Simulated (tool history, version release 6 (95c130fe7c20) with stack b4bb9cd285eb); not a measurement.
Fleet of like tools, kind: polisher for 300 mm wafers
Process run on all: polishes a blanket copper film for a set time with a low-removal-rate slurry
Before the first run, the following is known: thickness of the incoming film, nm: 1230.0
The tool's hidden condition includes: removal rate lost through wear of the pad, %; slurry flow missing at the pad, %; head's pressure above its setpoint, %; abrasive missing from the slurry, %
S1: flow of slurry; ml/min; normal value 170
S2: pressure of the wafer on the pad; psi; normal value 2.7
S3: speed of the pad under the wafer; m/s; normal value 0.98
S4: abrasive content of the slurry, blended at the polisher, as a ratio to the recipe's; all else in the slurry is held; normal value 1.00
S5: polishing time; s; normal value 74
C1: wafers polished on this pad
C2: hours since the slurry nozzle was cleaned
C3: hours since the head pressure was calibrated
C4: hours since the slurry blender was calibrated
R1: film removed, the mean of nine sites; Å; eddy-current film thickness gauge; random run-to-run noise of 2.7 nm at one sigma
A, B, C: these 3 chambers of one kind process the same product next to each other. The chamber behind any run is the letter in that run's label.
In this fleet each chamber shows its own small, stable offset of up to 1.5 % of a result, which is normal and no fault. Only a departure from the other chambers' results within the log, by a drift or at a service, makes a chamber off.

run,day,S1,S2,S3,S4,S5,C1,C2,C3,C4,R1
1A,0.233,170,2.7,0.98,1.00,74,662,36.8,575.8,62.5,2125.5
2C,0.471,170,2.7,0.98,1.00,74,156,223.8,156.6,279.9,2170.6
3B,0.662,170,2.7,0.98,1.00,74,487,204.1,381.5,198.1,2122.9
4C,0.867,170,2.7,0.98,1.00,74,261,233.3,166.1,289.4,2161.1
# day 1.058: chamber B: slurry nozzle cleaned
5B,1.104,170,2.7,0.98,1.00,74,604,1.1,392.1,208.7,2138.5
# day 1.288: chamber A: worn pad replaced by a new one
# day 1.288: chamber C: slurry blender recalibrated
6A,1.308,170,2.7,0.98,1.00,74,5,62.6,601.6,88.3,2120.8
7B,1.496,170,2.7,0.98,1.00,74,708,10.5,401.5,218.1,2154.8
8C,1.667,170,2.7,0.98,0.75,74,473,252.5,185.3,9.2,2011.8
9A,1.867,170,2.7,0.98,0.75,74,153,76.0,615.0,101.7,2056.6
10A,2.033,170,2.7,0.98,0.75,74,197,80.0,619.0,105.7,2012.6
11C,2.229,170,2.7,0.98,1.00,74,622,266.0,198.8,22.7,2144.2
12B,2.508,170,2.7,0.98,1.15,74,976,34.8,425.8,242.4,2186.9
13B,2.704,170,2.7,0.98,1.15,74,1028,39.5,430.5,247.1,2212.1
14C,2.900,170,2.7,0.98,1.15,74,800,282.1,214.9,38.8,2225.4
# day 2.946: chamber C: worn pad replaced by a new one
15A,3.042,170,2.7,0.98,1.00,74,464,104.2,643.2,129.9,2084.4
16B,3.167,170,2.7,0.98,1.00,74,1151,50.6,441.6,258.2,2110.7
# day 3.175: chamber A: head pressure recalibrated
# day 3.200: chamber B: worn pad replaced by a new one
17A,3.292,170,3.5,0.98,1.15,74,531,110.2,2.9,135.9,3197.0
18C,3.454,170,3.5,0.98,1.15,74,135,295.4,228.2,52.1,2844.9
# day 3.546: chamber C: slurry nozzle cleaned
19A,3.604,170,3.5,0.98,1.15,74,614,117.7,10.4,143.4,3132.6
20C,3.796,170,2.7,0.98,1.00,74,225,6.0,236.4,60.3,2141.0
21B,3.917,170,2.7,0.98,1.00,74,190,68.6,459.6,276.2,2139.3
22A,4.112,170,2.7,0.98,1.00,74,748,129.9,22.6,155.6,2327.0
23B,4.342,170,2.7,0.98,1.00,74,303,78.8,469.8,286.4,2136.8
24C,4.504,170,2.7,0.98,1.00,74,413,23.0,253.4,77.3,2129.4
# day 4.662: chamber A: worn pad replaced by a new one
25B,4.712,170,2.7,0.98,1.00,74,401,87.7,478.7,295.3,2153.3
26A,4.900,170,2.7,0.98,1.00,74,63,148.8,41.5,174.5,2313.2
27C,5.171,170,3.2,0.98,1.00,74,590,39.0,269.4,93.3,2543.1
28B,5.412,170,3.2,0.98,1.00,74,587,104.5,495.5,312.1,2529.0
29C,5.675,170,3.2,0.98,1.00,74,723,51.1,281.5,105.4,2556.2
30A,5.804,170,2.7,0.98,1.00,74,303,170.5,63.2,196.2,2405.5
# day 5.938: chamber C: worn pad replaced by a new one
31A,6.012,170,2.7,0.98,1.00,74,358,175.5,68.2,201.2,2379.8
32B,6.183,170,2.7,0.98,1.00,74,791,123.0,514.0,330.6,2194.7
33C,6.429,170,2.7,0.98,1.00,74,131,69.2,299.6,123.5,2148.2
34A,6.683,170,2.7,0.98,1.00,74,536,191.6,84.3,217.3,2320.8
35B,6.962,170,2.7,0.98,1.00,74,998,141.7,532.7,349.3,2125.1

What goes on in this fleet: one chamber off, a drifting gauge, or nothing beyond the chambers' own small offsets? Name the chamber and the cause, if any.

A service left chamber A off against the others.
Cause: head's pressure above its setpoint, % = 10.6.

Here are 4 candidates for chamber A's next run, each the usual settings with a change, their results left as question marks. Which one brings its results back in line with what the others give on the usual settings?
In line means no further than this from the other chambers' mean on the usual settings: R1 96.0 Å
36A-1,7.167,170,2.7,0.98,1.00,80,,,,,?
36A-2,7.167,170,2.6,0.94,1.00,74,,,,,?
36A-3,7.167,170,2.9,1.04,1.00,79,,,,,?
36A-4,7.167,165,2.7,0.82,0.95,74,,,,,?

Other chambers, usual settings, mean: R1 2151.2 Å
run,R1
36A-1,2534.5
36A-2,2166.5
36A-3,2851.1
36A-4,1936.4
With 36A-2, the chamber falls back in line with the rest.
